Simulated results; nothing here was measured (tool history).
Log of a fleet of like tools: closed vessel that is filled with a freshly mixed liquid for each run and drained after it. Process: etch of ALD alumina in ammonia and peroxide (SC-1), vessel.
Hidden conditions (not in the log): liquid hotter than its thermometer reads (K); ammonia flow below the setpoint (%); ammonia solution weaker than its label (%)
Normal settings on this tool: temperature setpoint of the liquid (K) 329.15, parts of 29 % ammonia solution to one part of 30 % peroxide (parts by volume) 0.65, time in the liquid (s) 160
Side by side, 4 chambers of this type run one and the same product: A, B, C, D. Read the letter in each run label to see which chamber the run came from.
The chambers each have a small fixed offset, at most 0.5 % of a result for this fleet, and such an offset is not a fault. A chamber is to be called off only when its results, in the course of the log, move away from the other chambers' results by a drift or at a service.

run,hour,temperature setpoint of the liquid (K),parts of 29 % ammonia solution to one part of 30 % peroxide (parts by volume),time in the liquid (s),hours since the thermometer was replaced,hours since the ammonia flow meter was replaced,hours since the drum of ammonia solution was connected,"read-back film thickness of the ALD alumina reference wafer, read on the same gauge (nm)",thickness taken off the ALD alumina on a monitor wafer (Å)
1A,7.3,329.15,0.65,160,1219.6,1396.4,655.9,100.010,87.620
2D,13.4,329.15,0.65,160,793.8,831.3,357.1,99.960,87.427
3B,25.1,329.15,0.65,160,773.7,1821.1,390.5,99.960,89.788
4C,32.9,329.15,0.65,160,439.1,472.6,206.5,100.030,87.065
# hour 41.6: chamber B: thermometer replaced
5A,45.0,329.15,0.65,160,1257.3,1434.1,693.6,100.010,87.837
6B,56.0,329.15,0.65,160,14.5,1852.0,421.4,99.994,87.898
7C,67.7,329.15,0.65,160,473.9,507.4,241.3,100.010,88.892
8D,78.7,322.65,0.65,245,859.1,896.6,422.4,99.967,96.923
9B,85.9,322.65,0.65,245,44.4,1881.9,451.3,100.030,94.348
# hour 93.3: chamber A: ammonia flow meter replaced
10A,97.8,322.65,0.65,245,1310.1,4.6,746.4,99.976,94.454
# hour 106.6: chamber C: ammonia flow meter replaced
11C,108.6,322.65,0.65,245,514.8,2.1,282.2,99.956,98.383
12D,118.6,329.15,0.65,160,899.0,936.5,462.3,99.987,88.646
13D,129.4,329.15,0.65,160,909.8,947.3,473.1,100.000,86.974
14A,140.2,329.15,0.65,160,1352.5,47.0,788.8,99.978,87.555
15B,148.0,329.15,0.65,160,106.5,1944.0,513.4,99.973,88.275
16C,156.4,329.15,0.65,160,562.6,49.9,330.0,99.974,94.296
17D,162.4,329.15,0.65,160,942.8,980.3,506.1,99.993,89.088
18A,168.0,329.15,0.65,160,1380.3,74.8,816.6,99.985,87.095
19C,178.2,329.15,0.65,160,584.4,71.7,351.8,100.000,94.363
20B,183.9,329.15,0.65,160,142.4,1979.9,549.3,99.988,88.026
21D,189.5,329.15,0.65,160,969.9,1007.4,533.2,100.000,87.998
22B,195.9,329.15,0.65,160,154.4,1991.9,561.3,100.010,87.863
23C,206.6,329.15,0.65,160,612.8,100.1,380.2,100.000,97.172
24A,217.7,329.15,0.65,160,1430.0,124.5,866.3,100.010,88.496

Predict what each chamber gives when all 4 of them run the settings below next.
25A,226.8,329.15,0.65,160,,,,,?
25B,226.8,329.15,0.65,160,,,,,?
25C,226.8,329.15,0.65,160,,,,,?
25D,226.8,329.15,0.65,160,,,,,?

run,thickness taken off the ALD alumina on a monitor wafer (Å)
25A,88.076
25B,87.941
25C,98.930
25D,88.592
